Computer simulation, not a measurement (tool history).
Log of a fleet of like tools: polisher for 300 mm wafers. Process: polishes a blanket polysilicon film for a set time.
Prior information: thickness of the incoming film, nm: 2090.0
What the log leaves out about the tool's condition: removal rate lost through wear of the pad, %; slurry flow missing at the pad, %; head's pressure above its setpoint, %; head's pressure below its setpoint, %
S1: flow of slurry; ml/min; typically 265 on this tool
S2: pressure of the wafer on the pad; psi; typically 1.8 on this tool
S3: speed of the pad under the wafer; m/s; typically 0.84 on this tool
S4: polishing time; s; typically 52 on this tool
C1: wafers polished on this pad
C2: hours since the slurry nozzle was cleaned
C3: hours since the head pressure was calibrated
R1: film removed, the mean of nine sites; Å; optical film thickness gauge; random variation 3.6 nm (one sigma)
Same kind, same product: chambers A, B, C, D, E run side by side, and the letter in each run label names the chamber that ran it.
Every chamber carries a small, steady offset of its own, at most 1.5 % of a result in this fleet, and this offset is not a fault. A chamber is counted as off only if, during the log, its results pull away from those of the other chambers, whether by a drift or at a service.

Run 1C, hour 3.6: usual settings; C1 483; C2 104.3; C3 149.6. Result: R1 2795.0 Å.
Run 2D, hour 6.4: usual settings; C1 358; C2 119.4; C3 338.2. Result: R1 2799.7 Å.
Run 3B, hour 10.6: usual settings; C1 591; C2 310.5; C3 873.9. Result: R1 2770.4 Å.
Run 4A, hour 14.7: usual settings; C1 390; C2 591.1; C3 179.0. Result: R1 2774.4 Å.
Run 5E, hour 17.1: usual settings; C1 370; C2 136.6; C3 965.8. Result: R1 2810.5 Å.
At hour 21.6: chamber B: slurry nozzle cleaned.
Run 6D, hour 22.3: usual settings; C1 463; C2 135.3; C3 354.1. Result: R1 2705.8 Å.
Run 7A, hour 25.4: usual settings; C1 460; C2 601.8; C3 189.7. Result: R1 2758.7 Å.
Run 8E, hour 30.2: usual settings but S2 2.1 psi; C1 456; C2 149.7; C3 978.9. Result: R1 3182.3 Å.
Run 9C, hour 34.8: usual settings but S2 2.1 psi; C1 689; C2 135.5; C3 180.8. Result: R1 3209.1 Å.
Run 10B, hour 38.9: usual settings but S2 2.1 psi; C1 777; C2 17.4; C3 902.2. Result: R1 3220.4 Å.
Run 11A, hour 41.8: usual settings but S2 2.1 psi; C1 568; C2 618.2; C3 206.1. Result: R1 3253.8 Å.
Run 12D, hour 47.0: usual settings but S2 2.1 psi; C1 626; C2 160.0; C3 378.8. Result: R1 3237.6 Å.
At hour 51.1: chamber D: worn pad replaced by a new one.
Run 13B, hour 51.6: usual settings; C1 860; C2 30.1; C3 914.9. Result: R1 2743.6 Å.
Run 14C, hour 55.5: usual settings; C1 825; C2 156.2; C3 201.5. Result: R1 2618.2 Å.
Run 15E, hour 59.9: usual settings; C1 651; C2 179.4; C3 1008.6. Result: R1 2707.1 Å.
At hour 62.1: chamber C: worn pad replaced by a new one.
Run 16E, hour 64.6: usual settings; C1 682; C2 184.1; C3 1013.3. Result: R1 2770.8 Å.
Run 17C, hour 69.8: usual settings; C1 50; C2 170.5; C3 215.8. Result: R1 2627.3 Å.
At hour 70.2: chamber B: worn pad replaced by a new one.
Run 18A, hour 72.7: usual settings; C1 771; C2 649.1; C3 237.0. Result: R1 2747.4 Å.
Run 19B, hour 76.9: usual settings; C1 44; C2 55.4; C3 940.2. Result: R1 2791.0 Å.
At hour 79.3: chamber E: worn pad replaced by a new one.
Run 20D, hour 79.9: usual settings; C1 189; C2 192.9; C3 411.7. Result: R1 2737.3 Å.
Run 21E, hour 82.4: usual settings; C1 20; C2 201.9; C3 1031.1. Result: R1 2756.6 Å.
Run 22A, hour 85.7: usual settings; C1 857; C2 662.1; C3 250.0. Result: R1 2831.3 Å.
Run 23D, hour 88.7: usual settings but S1 345 ml/min, S3 1.06 m/s; C1 247; C2 201.7; C3 420.5. Result: R1 3517.6 Å.
Run 24B, hour 91.1: usual settings but S1 345 ml/min, S3 1.06 m/s; C1 137; C2 69.6; C3 954.4. Result: R1 3614.9 Å.
Run 25C, hour 93.9: usual settings but S1 345 ml/min, S3 1.06 m/s; C1 209; C2 194.6; C3 239.9. Result: R1 3371.0 Å.
At hour 96.7: chamber A: worn pad replaced by a new one.
Run 26D, hour 98.9: usual settings but S1 345 ml/min, S3 1.06 m/s; C1 314; C2 211.9; C3 430.7. Result: R1 3519.2 Å.
Run 27E, hour 102.9: usual settings but S1 345 ml/min, S3 1.06 m/s; C1 155; C2 222.4; C3 1051.6. Result: R1 3566.2 Å.
Run 28C, hour 105.3: usual settings but S1 305 ml/min; C1 284; C2 206.0; C3 251.3. Result: R1 2467.4 Å.
Run 29B, hour 110.4: usual settings but S1 305 ml/min; C1 264; C2 88.9; C3 973.7. Result: R1 2755.4 Å.
Run 30A, hour 113.0: usual settings but S1 305 ml/min; C1 107; C2 689.4; C3 277.3. Result: R1 2843.8 Å.
Run 31B, hour 116.7: usual settings but S1 305 ml/min; C1 305; C2 95.2; C3 980.0. Result: R1 2776.0 Å.
At hour 118.0: chamber A: slurry nozzle cleaned.
Run 32C, hour 119.5: usual settings but S1 305 ml/min; C1 377; C2 220.2; C3 265.5. Result: R1 2510.1 Å.
Run 33A, hour 122.6: usual settings; C1 170; C2 4.7; C3 286.9. Result: R1 2838.3 Å.

Which is it: a chamber that has drifted or been left off by a service, a gauge drift common to all chambers, or only each chamber's usual small offset? If a chamber is off, name it and its likeliest cause.

Chamber C drifts away from the others.
Cause: head's pressure below its setpoint, % = 9.45.

Below are 4 candidate recipes for chamber C's next run, each the usual settings with a change, their results shown as question marks. Which of them brings C's results back in line with what the other chambers give on the usual settings?
Counts as in line when no further than this from what the other chambers average on the usual settings: R1 130.0 Å
Run 34C-1, hour 126.4: usual settings but S2 1.9 psi, S3 0.90 m/s. Result: R1 ?.
Run 34C-2, hour 126.4: usual settings but S1 260 ml/min, S2 1.6 psi, S4 47 s. Result: R1 ?.
Run 34C-3, hour 126.4: usual settings but S4 65 s. Result: R1 ?.
Run 34C-4, hour 126.4: usual settings but S2 1.7 psi, S3 0.78 m/s. Result: R1 ?.

Average result of the remaining chambers running the usual settings: R1 2763.7 Å
  run      R1
34C-1  2782.2
34C-2  1975.6
34C-3  3076.8
34C-4  2160.0
With 34C-1, the chamber falls back in line with the rest.
